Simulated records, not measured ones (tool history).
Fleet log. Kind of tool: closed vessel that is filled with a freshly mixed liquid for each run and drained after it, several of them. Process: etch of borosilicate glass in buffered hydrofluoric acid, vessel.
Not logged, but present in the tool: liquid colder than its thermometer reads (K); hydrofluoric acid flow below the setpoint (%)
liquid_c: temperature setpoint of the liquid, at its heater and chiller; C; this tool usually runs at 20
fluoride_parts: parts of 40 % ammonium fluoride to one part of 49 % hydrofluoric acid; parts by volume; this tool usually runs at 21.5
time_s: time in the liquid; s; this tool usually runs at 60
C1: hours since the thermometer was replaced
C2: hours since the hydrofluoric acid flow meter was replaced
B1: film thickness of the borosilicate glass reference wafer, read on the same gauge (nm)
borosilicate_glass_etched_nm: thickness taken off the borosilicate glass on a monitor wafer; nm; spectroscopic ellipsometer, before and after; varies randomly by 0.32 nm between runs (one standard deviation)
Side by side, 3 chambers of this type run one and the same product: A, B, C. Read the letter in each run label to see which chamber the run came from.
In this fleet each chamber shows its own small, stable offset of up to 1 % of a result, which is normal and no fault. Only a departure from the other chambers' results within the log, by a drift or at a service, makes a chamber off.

{"run": "1C", "hour": 7.4, "liquid_c": 20, "fluoride_parts": 21.5, "time_s": 60, "C1": 1437.6, "C2": 18.7, "B1": 40.032, "borosilicate_glass_etched_nm": 32.524}
{"hour": 11.3, "done": "chamber B: thermometer replaced"}
{"run": "2B", "hour": 20.1, "liquid_c": 20, "fluoride_parts": 21.5, "time_s": 60, "C1": 8.8, "C2": 296.5, "B1": 40.017, "borosilicate_glass_etched_nm": 32.497}
{"run": "3A", "hour": 27.3, "liquid_c": 20, "fluoride_parts": 21.5, "time_s": 60, "C1": 879.6, "C2": 1132.4, "B1": 40.002, "borosilicate_glass_etched_nm": 32.725}
{"run": "4A", "hour": 39.8, "liquid_c": 20, "fluoride_parts": 21.5, "time_s": 60, "C1": 892.1, "C2": 1144.9, "B1": 39.944, "borosilicate_glass_etched_nm": 32.558}
{"run": "5B", "hour": 47.8, "liquid_c": 20, "fluoride_parts": 21.5, "time_s": 60, "C1": 36.5, "C2": 324.2, "B1": 39.988, "borosilicate_glass_etched_nm": 32.647}
{"run": "6C", "hour": 55.7, "liquid_c": 20, "fluoride_parts": 21.5, "time_s": 60, "C1": 1485.9, "C2": 67, "B1": 39.999, "borosilicate_glass_etched_nm": 31.797}
{"run": "7C", "hour": 67.0, "liquid_c": 20, "fluoride_parts": 25, "time_s": 90, "C1": 1497.2, "C2": 78.3, "B1": 40.009, "borosilicate_glass_etched_nm": 43.275}
{"hour": 73.7, "done": "chamber C: thermometer replaced"}
{"run": "8A", "hour": 73.9, "liquid_c": 20, "fluoride_parts": 25, "time_s": 90, "C1": 926.2, "C2": 1179, "B1": 40.024, "borosilicate_glass_etched_nm": 42.579}
{"run": "9B", "hour": 87.1, "liquid_c": 20, "fluoride_parts": 25, "time_s": 90, "C1": 75.8, "C2": 363.5, "B1": 39.996, "borosilicate_glass_etched_nm": 43.827}
{"run": "10B", "hour": 99.0, "liquid_c": 20, "fluoride_parts": 21.5, "time_s": 60, "C1": 87.7, "C2": 375.4, "B1": 40.016, "borosilicate_glass_etched_nm": 32.827}
{"run": "11A", "hour": 106.7, "liquid_c": 20, "fluoride_parts": 21.5, "time_s": 60, "C1": 959, "C2": 1211.8, "B1": 39.971, "borosilicate_glass_etched_nm": 31.324}
{"run": "12C", "hour": 118.3, "liquid_c": 20, "fluoride_parts": 25.5, "time_s": 60, "C1": 44.6, "C2": 129.6, "B1": 39.989, "borosilicate_glass_etched_nm": 28.756}
{"run": "13B", "hour": 125.5, "liquid_c": 20, "fluoride_parts": 25.5, "time_s": 60, "C1": 114.2, "C2": 401.9, "B1": 40.017, "borosilicate_glass_etched_nm": 28.697}
{"run": "14C", "hour": 131.8, "liquid_c": 20, "fluoride_parts": 25.5, "time_s": 60, "C1": 58.1, "C2": 143.1, "B1": 39.987, "borosilicate_glass_etched_nm": 28.303}
{"run": "15A", "hour": 138.2, "liquid_c": 22.5, "fluoride_parts": 21.5, "time_s": 85, "C1": 990.5, "C2": 1243.3, "B1": 40.029, "borosilicate_glass_etched_nm": 50.065}
{"run": "16C", "hour": 151.0, "liquid_c": 22.5, "fluoride_parts": 21.5, "time_s": 85, "C1": 77.3, "C2": 162.3, "B1": 39.955, "borosilicate_glass_etched_nm": 52.337}
{"run": "17B", "hour": 159.0, "liquid_c": 22.5, "fluoride_parts": 21.5, "time_s": 85, "C1": 147.7, "C2": 435.4, "B1": 39.993, "borosilicate_glass_etched_nm": 52.596}
{"run": "18A", "hour": 170.0, "liquid_c": 20, "fluoride_parts": 21.5, "time_s": 60, "C1": 1022.3, "C2": 1275.1, "B1": 40.035, "borosilicate_glass_etched_nm": 30.776}
{"run": "19B", "hour": 180.5, "liquid_c": 20, "fluoride_parts": 21.5, "time_s": 60, "C1": 169.2, "C2": 456.9, "B1": 39.99, "borosilicate_glass_etched_nm": 32.676}
{"run": "20A", "hour": 193.2, "liquid_c": 20, "fluoride_parts": 21.5, "time_s": 60, "C1": 1045.5, "C2": 1298.3, "B1": 39.977, "borosilicate_glass_etched_nm": 30.115}
{"run": "21C", "hour": 206.2, "liquid_c": 20, "fluoride_parts": 21.5, "time_s": 60, "C1": 132.5, "C2": 217.5, "B1": 40.015, "borosilicate_glass_etched_nm": 32.159}
{"run": "22C", "hour": 220.1, "liquid_c": 20, "fluoride_parts": 21.5, "time_s": 60, "C1": 146.4, "C2": 231.4, "B1": 40.048, "borosilicate_glass_etched_nm": 32.003}
{"run": "23B", "hour": 231.4, "liquid_c": 20, "fluoride_parts": 21.5, "time_s": 60, "C1": 220.1, "C2": 507.8, "B1": 40.001, "borosilicate_glass_etched_nm": 32.777}
{"run": "24A", "hour": 242.4, "liquid_c": 20, "fluoride_parts": 21.5, "time_s": 60, "C1": 1094.7, "C2": 1347.5, "B1": 40.002, "borosilicate_glass_etched_nm": 29.507}
{"run": "25A", "hour": 254.0, "liquid_c": 17, "fluoride_parts": 26.5, "time_s": 60, "C1": 1106.3, "C2": 1359.1, "B1": 40.031, "borosilicate_glass_etched_nm": 21.409}
{"run": "26C", "hour": 260.7, "liquid_c": 17, "fluoride_parts": 26.5, "time_s": 60, "C1": 187, "C2": 272, "B1": 40.031, "borosilicate_glass_etched_nm": 23.967}
{"run": "27B", "hour": 271.7, "liquid_c": 17, "fluoride_parts": 26.5, "time_s": 60, "C1": 260.4, "C2": 548.1, "B1": 39.982, "borosilicate_glass_etched_nm": 23.867}
{"run": "28B", "hour": 286.1, "liquid_c": 20, "fluoride_parts": 21.5, "time_s": 60, "C1": 274.8, "C2": 562.5, "B1": 40.015, "borosilicate_glass_etched_nm": 32.519}

One chamber off, gauge drift, or nothing amiss beyond the chambers' own small offsets? If it is a chamber, which one, and what is the likeliest cause?

One chamber, A, drifts off from the rest bit by bit.
What lies behind it: liquid colder than its thermometer reads (K) = 2.38.

Below are 4 candidate recipes for chamber A's next run, each the usual settings with a change, their results shown as question marks. Which of them brings A's results back in line with what the other chambers give on the usual settings?
In line here means within this much of the mean the other chambers give on the usual settings: borosilicate_glass_etched_nm 1.1 nm
{"run": "29A-1", "hour": 296.6, "liquid_c": 20.5, "fluoride_parts": 21, "time_s": 65, "borosilicate_glass_etched_nm": "?"}
{"run": "29A-2", "hour": 296.6, "liquid_c": 21, "fluoride_parts": 21.5, "time_s": 60, "borosilicate_glass_etched_nm": "?"}
{"run": "29A-3", "hour": 296.6, "liquid_c": 19, "fluoride_parts": 21.5, "time_s": 60, "borosilicate_glass_etched_nm": "?"}
{"run": "29A-4", "hour": 296.6, "liquid_c": 20, "fluoride_parts": 22.5, "time_s": 55, "borosilicate_glass_etched_nm": "?"}

Average result of the remaining chambers running the usual settings: borosilicate_glass_etched_nm 32.358 nm
run=29A-1 borosilicate_glass_etched_nm=32.348
run=29A-2 borosilicate_glass_etched_nm=30.194
run=29A-3 borosilicate_glass_etched_nm=27.045
run=29A-4 borosilicate_glass_etched_nm=25.401
29A-1 puts the chamber back in line with the other chambers.
